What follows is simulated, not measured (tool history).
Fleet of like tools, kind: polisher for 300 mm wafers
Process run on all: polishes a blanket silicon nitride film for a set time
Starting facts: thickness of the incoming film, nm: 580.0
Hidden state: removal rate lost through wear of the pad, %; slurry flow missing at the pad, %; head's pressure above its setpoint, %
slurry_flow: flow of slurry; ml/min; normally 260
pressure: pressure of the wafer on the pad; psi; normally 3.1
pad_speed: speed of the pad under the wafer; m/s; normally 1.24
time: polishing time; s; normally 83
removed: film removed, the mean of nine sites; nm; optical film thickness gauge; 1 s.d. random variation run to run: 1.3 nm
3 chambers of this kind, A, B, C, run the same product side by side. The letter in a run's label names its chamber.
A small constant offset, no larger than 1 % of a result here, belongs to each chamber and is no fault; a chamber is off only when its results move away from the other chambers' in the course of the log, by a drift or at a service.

run   hour  slurry_flow  pressure  pad_speed  time  wafers polished on this pad  hours since the slurry nozzle was cleaned  hours since the head pressure was calibrated  removed
 1A   11.1          260       3.1       1.24    83                          653                                      459.3                                         350.1   169.06
 2C   19.6          260       3.1       1.24    83                         1235                                        222                                          72.1   168.38
      24.3  -- chamber C: worn pad replaced by a new one
 3B   26.4          260       3.1       1.24    83                          507                                      546.8                                         118.7   167.28
      27.3  -- chamber C: slurry nozzle cleaned
 4B   37.4          260       3.1       1.24    83                          606                                      557.8                                         129.7   166.28
      48.7  -- chamber B: slurry nozzle cleaned
 5C   49.2          260       3.1       1.24    83                          225                                       21.9                                         101.7   167.99
 6A   56.9          260       3.1       1.24    83                         1067                                      505.1                                         395.9   169.56
 7C   64.3          260       3.1       1.24    83                          361                                         37                                         116.8   168.86
 8B   72.9          260       3.1       1.24    83                          927                                       24.2                                         165.2    166.8
 9A   83.3          260       3.1       1.24    83                         1306                                      531.5                                         422.3   169.65
      93.9  -- chamber B: worn pad replaced by a new one
10C   94.9          195       3.1       1.24    83                          638                                       67.6                                         147.4   165.23
11A  101.4          195       3.1       1.24    83                         1470                                      549.6                                         440.4   161.94
     102.4  -- chamber A: slurry nozzle cleaned
12B    107          195       3.1       1.24    83                          118                                       58.3                                         199.3   158.24
13A  115.3          260       3.1       1.24    83                         1595                                         13                                         454.3   164.95
14B  127.6          260       3.1       1.24    83                          304                                       78.9                                         219.9   166.91
15C  136.3          260       3.1       1.24    83                         1013                                        109                                         188.8   167.45
16A  142.8          260       3.1       0.98    83                         1844                                       40.5                                         481.8   137.79
17B    153          260       3.1       0.98    83                          534                                      104.3                                         245.3   136.38
18C  158.6          260       3.1       0.98    83                         1214                                      131.3                                         211.1   140.21
19B    170          260       3.1       1.24    83                          688                                      121.3                                         262.3   165.82
20C  179.9          260       3.1       1.24    83                         1407                                      152.6                                         232.4   168.67
21A  191.6          260       3.1       1.24    83                         2285                                       89.3                                         530.6    165.5
     193.8  -- chamber C: worn pad replaced by a new one
     198.1  -- chamber B: worn pad replaced by a new one
22C  198.6          260       3.1       1.24    83                           44                                      171.3                                         251.1   171.46
23A  208.2          260       3.1       1.24    83                         2436                                      105.9                                         547.2   162.02
24B  218.3          260       3.1       1.24    94                          183                                      169.6                                         310.6   191.23
25C  224.7          260       3.1       1.24    94                          280                                      197.4                                         277.2   187.59
26A  234.5          260       3.1       1.24    94                         2673                                      132.2                                         573.5   185.01
27B  240.9          260       3.1       1.24    83                          387                                      192.2                                         333.2   165.55
28A  248.4          260       3.1       1.24    83                         2799                                      146.1                                         587.4   163.16
29B  257.6          260       3.1       1.24    83                          538                                      208.9                                         349.9   165.82
30C  267.5          260       3.1       1.24    83                          667                                      240.2                                           320   167.86
31C  278.5          260       3.1       1.24    83                          766                                      251.2                                           331   167.99

Is one chamber out of step, is the gauge drifting, or do the chambers differ by no more than their own small offsets? For an off chamber, give its letter and the likeliest cause.

Chamber A drifts away from the others.
What lies behind it: removal rate lost through wear of the pad, % = 5.1.
It could be hard to tell apart here from: head's pressure below its setpoint, %.

Which of the 4 candidates below, each the usual settings with something changed and its results left as question marks, puts chamber A back in line with what the other chambers give on the usual settings?
Allowed miss from the other chambers' usual-settings mean, per result, to count as in line: removed 4.7 nm
32A-1  287.4          260       3.4       1.24    83                                                                                                                              ?
32A-2  287.4          260       3.1       1.24    75                                                                                                                              ?
32A-3  287.4          260       3.1       1.26    85                                                                                                                              ?
32A-4  287.4          260         3       1.24    83                                                                                                                              ?

Average result of the remaining chambers running the usual settings: removed 167.16 nm
  run  removed
32A-1   175.84
32A-2   145.06
32A-3   166.54
32A-4   155.43
With 32A-3, the chamber falls back in line with the rest.

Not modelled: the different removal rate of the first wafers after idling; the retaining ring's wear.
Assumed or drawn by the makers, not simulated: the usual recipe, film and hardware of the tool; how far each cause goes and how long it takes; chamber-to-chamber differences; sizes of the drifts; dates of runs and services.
